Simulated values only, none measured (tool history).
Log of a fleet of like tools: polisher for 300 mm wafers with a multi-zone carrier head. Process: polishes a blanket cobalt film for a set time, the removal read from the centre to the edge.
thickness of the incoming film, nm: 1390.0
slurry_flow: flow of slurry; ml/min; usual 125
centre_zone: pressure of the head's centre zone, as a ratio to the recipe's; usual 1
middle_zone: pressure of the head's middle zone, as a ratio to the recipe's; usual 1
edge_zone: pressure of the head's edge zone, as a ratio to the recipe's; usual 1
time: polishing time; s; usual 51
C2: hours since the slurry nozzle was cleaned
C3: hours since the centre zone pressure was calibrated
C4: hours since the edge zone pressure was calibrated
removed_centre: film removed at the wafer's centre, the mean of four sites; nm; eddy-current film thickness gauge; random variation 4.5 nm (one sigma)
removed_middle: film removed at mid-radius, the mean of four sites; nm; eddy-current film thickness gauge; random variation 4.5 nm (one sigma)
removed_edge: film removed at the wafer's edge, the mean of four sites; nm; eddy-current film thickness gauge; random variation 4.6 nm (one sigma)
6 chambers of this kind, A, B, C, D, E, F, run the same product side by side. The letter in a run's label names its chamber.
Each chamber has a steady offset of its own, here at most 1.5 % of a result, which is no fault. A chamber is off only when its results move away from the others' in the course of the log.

-- hour=9.6 chamber B: slurry nozzle cleaned
run 1A hour=10.2 | slurry_flow=125 centre_zone=1 middle_zone=1 edge_zone=1 time=51 | wafers_polished_on_this_pad=302 C2=253.3 C3=438.8 C4=167.7 | removed_centre=313.8 removed_middle=321.34 removed_edge=316.72
-- hour=14.4 chamber C: worn pad replaced by a new one
run 2E hour=20.1 | slurry_flow=125 centre_zone=1 middle_zone=1 edge_zone=1 time=51 | wafers_polished_on_this_pad=632 C2=367.8 C3=190.8 C4=1516.9 | removed_centre=315.04 removed_middle=322.83 removed_edge=308.54
-- hour=23 chamber B: worn pad replaced by a new one
run 3C hour=30.8 | slurry_flow=125 centre_zone=1 middle_zone=1 edge_zone=1 time=51 | wafers_polished_on_this_pad=244 C2=177.8 C3=738.2 C4=733.2 | removed_centre=315.91 removed_middle=310.1 removed_edge=304.61
-- hour=31.2 chamber D: worn pad replaced by a new one
run 4F hour=38.5 | slurry_flow=125 centre_zone=1 middle_zone=1 edge_zone=1 time=51 | wafers_polished_on_this_pad=1001 C2=300.5 C3=736.6 C4=952.2 | removed_centre=316.01 removed_middle=320.05 removed_edge=317.29
-- hour=41.6 chamber E: worn pad replaced by a new one
-- hour=45 chamber A: worn pad replaced by a new one
run 5D hour=46.2 | slurry_flow=125 centre_zone=1 middle_zone=1 edge_zone=1 time=51 | wafers_polished_on_this_pad=223 C2=111.2 C3=288 C4=527.3 | removed_centre=316 removed_middle=316.59 removed_edge=319.63
run 6B hour=55.2 | slurry_flow=125 centre_zone=1 middle_zone=0.92 edge_zone=1 time=51 | wafers_polished_on_this_pad=479 C2=45.7 C3=107.2 C4=415.4 | removed_centre=325.69 removed_middle=295.09 removed_edge=309.02
run 7E hour=60.4 | slurry_flow=125 centre_zone=1 middle_zone=0.92 edge_zone=1 time=51 | wafers_polished_on_this_pad=280 C2=408.1 C3=231.1 C4=1557.2 | removed_centre=309.74 removed_middle=302.47 removed_edge=313.58
-- hour=61.2 chamber F: worn pad replaced by a new one
run 8B hour=66.9 | slurry_flow=125 centre_zone=1 middle_zone=0.92 edge_zone=1 time=51 | wafers_polished_on_this_pad=653 C2=57.4 C3=118.9 C4=427.1 | removed_centre=315.65 removed_middle=295.04 removed_edge=320.46
-- hour=68.6 chamber D: edge zone pressure recalibrated
-- hour=69.9 chamber E: edge zone pressure recalibrated
-- hour=73.1 chamber E: slurry nozzle cleaned
run 9F hour=77.3 | slurry_flow=125 centre_zone=1 middle_zone=0.92 edge_zone=1 time=51 | wafers_polished_on_this_pad=240 C2=339.3 C3=775.4 C4=991 | removed_centre=312.02 removed_middle=296.78 removed_edge=319.37
-- hour=79.3 chamber F: edge zone pressure recalibrated
-- hour=86 chamber D: worn pad replaced by a new one
run 10A hour=86.1 | slurry_flow=125 centre_zone=1 middle_zone=0.92 edge_zone=1 time=51 | wafers_polished_on_this_pad=612 C2=329.2 C3=514.7 C4=243.6 | removed_centre=319.38 removed_middle=291.02 removed_edge=314.1
run 11C hour=92.1 | slurry_flow=125 centre_zone=1 middle_zone=0.92 edge_zone=1 time=51 | wafers_polished_on_this_pad=1156 C2=239.1 C3=799.5 C4=794.5 | removed_centre=316.43 removed_middle=289.76 removed_edge=313.96
-- hour=99.2 chamber C: worn pad replaced by a new one
-- hour=100.9 chamber A: worn pad replaced by a new one
run 12D hour=101.2 | slurry_flow=125 centre_zone=1 middle_zone=1 edge_zone=1 time=51 | wafers_polished_on_this_pad=226 C2=166.2 C3=343 C4=32.7 | removed_centre=318.97 removed_middle=309.78 removed_edge=318.37
-- hour=101.6 chamber E: worn pad replaced by a new one
-- hour=104.4 chamber B: worn pad replaced by a new one
run 13B hour=112.8 | slurry_flow=125 centre_zone=1 middle_zone=1 edge_zone=1 time=51 | wafers_polished_on_this_pad=125 C2=103.3 C3=164.8 C4=473 | removed_centre=316.28 removed_middle=313.87 removed_edge=325.64
-- hour=118.7 chamber C: centre zone pressure recalibrated
run 14E hour=119 | slurry_flow=125 centre_zone=1 middle_zone=1 edge_zone=1 time=51 | wafers_polished_on_this_pad=259 C2=46 C3=289.7 C4=49.1 | removed_centre=306.75 removed_middle=317 removed_edge=311.45
-- hour=121.7 chamber F: slurry nozzle cleaned
run 15C hour=127.4 | slurry_flow=125 centre_zone=1 middle_zone=1 edge_zone=1 time=61 | wafers_polished_on_this_pad=420 C2=274.4 C3=8.8 C4=829.8 | removed_centre=371.41 removed_middle=378.79 removed_edge=381.69
-- hour=133 chamber D: centre zone pressure recalibrated
run 16D hour=136.6 | slurry_flow=125 centre_zone=1 middle_zone=1 edge_zone=1 time=61 | wafers_polished_on_this_pad=753 C2=201.6 C3=3.7 C4=68.1 | removed_centre=374.49 removed_middle=378.82 removed_edge=385.18
-- hour=145.1 chamber F: worn pad replaced by a new one
-- hour=147.1 chamber D: worn pad replaced by a new one
run 17A hour=148.2 | slurry_flow=125 centre_zone=1 middle_zone=1 edge_zone=1 time=61 | wafers_polished_on_this_pad=704 C2=391.3 C3=576.8 C4=305.7 | removed_centre=374.7 removed_middle=377.16 removed_edge=376.1
run 18F hour=153.9 | slurry_flow=125 centre_zone=1 middle_zone=1 edge_zone=1 time=61 | wafers_polished_on_this_pad=131 C2=32.3 C3=852 C4=74.7 | removed_centre=369.5 removed_middle=392.51 removed_edge=375.94
-- hour=156.4 chamber E: worn pad replaced by a new one
run 19C hour=163.7 | slurry_flow=125 centre_zone=1 middle_zone=1 edge_zone=1 time=61 | wafers_polished_on_this_pad=959 C2=310.7 C3=45.1 C4=866.1 | removed_centre=380.06 removed_middle=370.6 removed_edge=368.3
-- hour=169 chamber A: worn pad replaced by a new one
run 20A hour=174.1 | slurry_flow=125 centre_zone=1 middle_zone=1 edge_zone=1 time=61 | wafers_polished_on_this_pad=76 C2=417.2 C3=602.7 C4=331.6 | removed_centre=385.26 removed_middle=380.43 removed_edge=377.07
run 21B hour=183.6 | slurry_flow=125 centre_zone=1 middle_zone=1 edge_zone=1 time=51 | wafers_polished_on_this_pad=1178 C2=174.1 C3=235.6 C4=543.8 | removed_centre=326.29 removed_middle=310.17 removed_edge=317.81
-- hour=190.7 chamber B: worn pad replaced by a new one
-- hour=190.8 chamber C: worn pad replaced by a new one
run 22D hour=193.4 | slurry_flow=125 centre_zone=1 middle_zone=1 edge_zone=1 time=51 | wafers_polished_on_this_pad=689 C2=258.4 C3=60.5 C4=124.9 | removed_centre=309.37 removed_middle=314.94 removed_edge=316.91
run 23E hour=203.9 | slurry_flow=140 centre_zone=1 middle_zone=0.94 edge_zone=1 time=51 | wafers_polished_on_this_pad=706 C2=130.9 C3=374.6 C4=134 | removed_centre=322.29 removed_middle=301.99 removed_edge=324
-- hour=207.4 chamber D: worn pad replaced by a new one
run 24F hour=209.5 | slurry_flow=140 centre_zone=1 middle_zone=0.94 edge_zone=1 time=51 | wafers_polished_on_this_pad=958 C2=87.9 C3=907.6 C4=130.3 | removed_centre=328.21 removed_middle=311.31 removed_edge=323.89
run 25F hour=216.1 | slurry_flow=140 centre_zone=1 middle_zone=0.94 edge_zone=1 time=51 | wafers_polished_on_this_pad=1056 C2=94.5 C3=914.2 C4=136.9 | removed_centre=323.17 removed_middle=311.7 removed_edge=331.26
-- hour=221.2 chamber B: edge zone pressure recalibrated
-- hour=221.2 chamber E: worn pad replaced by a new one
run 26B hour=228 | slurry_flow=140 centre_zone=1 middle_zone=0.94 edge_zone=1 time=51 | wafers_polished_on_this_pad=555 C2=218.5 C3=280 C4=6.9 | removed_centre=327.55 removed_middle=312.96 removed_edge=317.11
-- hour=228.4 chamber A: worn pad replaced by a new one
-- hour=230 chamber C: edge zone pressure recalibrated
-- hour=232.7 chamber F: worn pad replaced by a new one
run 27D hour=234.7 | slurry_flow=140 centre_zone=1 middle_zone=0.94 edge_zone=1 time=51 | wafers_polished_on_this_pad=406 C2=299.7 C3=101.8 C4=166.2 | removed_centre=321.58 removed_middle=307.61 removed_edge=319.24
run 28C hour=246.1 | slurry_flow=140 centre_zone=1 middle_zone=0.94 edge_zone=1 time=51 | wafers_polished_on_this_pad=822 C2=393.1 C3=127.5 C4=16.1 | removed_centre=325.94 removed_middle=304.47 removed_edge=320.21
run 29A hour=256.8 | slurry_flow=125 centre_zone=1 middle_zone=1 edge_zone=1 time=51 | wafers_polished_on_this_pad=422 C2=499.9 C3=685.4 C4=414.3 | removed_centre=316.46 removed_middle=306.61 removed_edge=317.01
-- hour=266.2 chamber C: worn pad replaced by a new one
run 30E hour=267.1 | slurry_flow=125 centre_zone=1 middle_zone=1 edge_zone=1 time=51 | wafers_polished_on_this_pad=683 C2=194.1 C3=437.8 C4=197.2 | removed_centre=301.11 removed_middle=315.3 removed_edge=310.13
-- hour=271 chamber D: worn pad replaced by a new one
run 31F hour=273.3 | slurry_flow=125 centre_zone=1 middle_zone=1 edge_zone=1 time=51 | wafers_polished_on_this_pad=604 C2=151.7 C3=971.4 C4=194.1 | removed_centre=319.77 removed_middle=318.75 removed_edge=307.95
-- hour=273.5 chamber B: worn pad replaced by a new one
run 32D hour=283.2 | slurry_flow=125 centre_zone=1 middle_zone=1 edge_zone=1 time=51 | wafers_polished_on_this_pad=182 C2=348.2 C3=150.3 C4=214.7 | removed_centre=310.66 removed_middle=311.07 removed_edge=326.03
-- hour=287.9 chamber A: centre zone pressure recalibrated
-- hour=289.4 chamber E: worn pad replaced by a new one
run 33A hour=292.9 | slurry_flow=125 centre_zone=1 middle_zone=1 edge_zone=1 time=51 | wafers_polished_on_this_pad=959 C2=536 C3=5.1 C4=450.4 | removed_centre=317.39 removed_middle=312.65 removed_edge=309.93
run 34C hour=298.6 | slurry_flow=125 centre_zone=1 middle_zone=1 edge_zone=1 time=51 | wafers_polished_on_this_pad=482 C2=445.6 C3=180 C4=68.6 | removed_centre=313.78 removed_middle=316.67 removed_edge=314.88
run 35B hour=304.5 | slurry_flow=125 centre_zone=1 middle_zone=1 edge_zone=1 time=51 | wafers_polished_on_this_pad=461 C2=295 C3=356.5 C4=83.4 | removed_centre=318.66 removed_middle=321.62 removed_edge=311.59
run 36E hour=311.1 | slurry_flow=125 centre_zone=1 middle_zone=1 edge_zone=1 time=51 | wafers_polished_on_this_pad=324 C2=238.1 C3=481.8 C4=241.2 | removed_centre=318.61 removed_middle=320.72 removed_edge=313

Is one chamber off against the others, does the gauge drift, or is nothing wrong? If a chamber is off, say which, and what the likeliest cause is.

No chamber stands off beyond its own small offset, and the gauge holds steady.
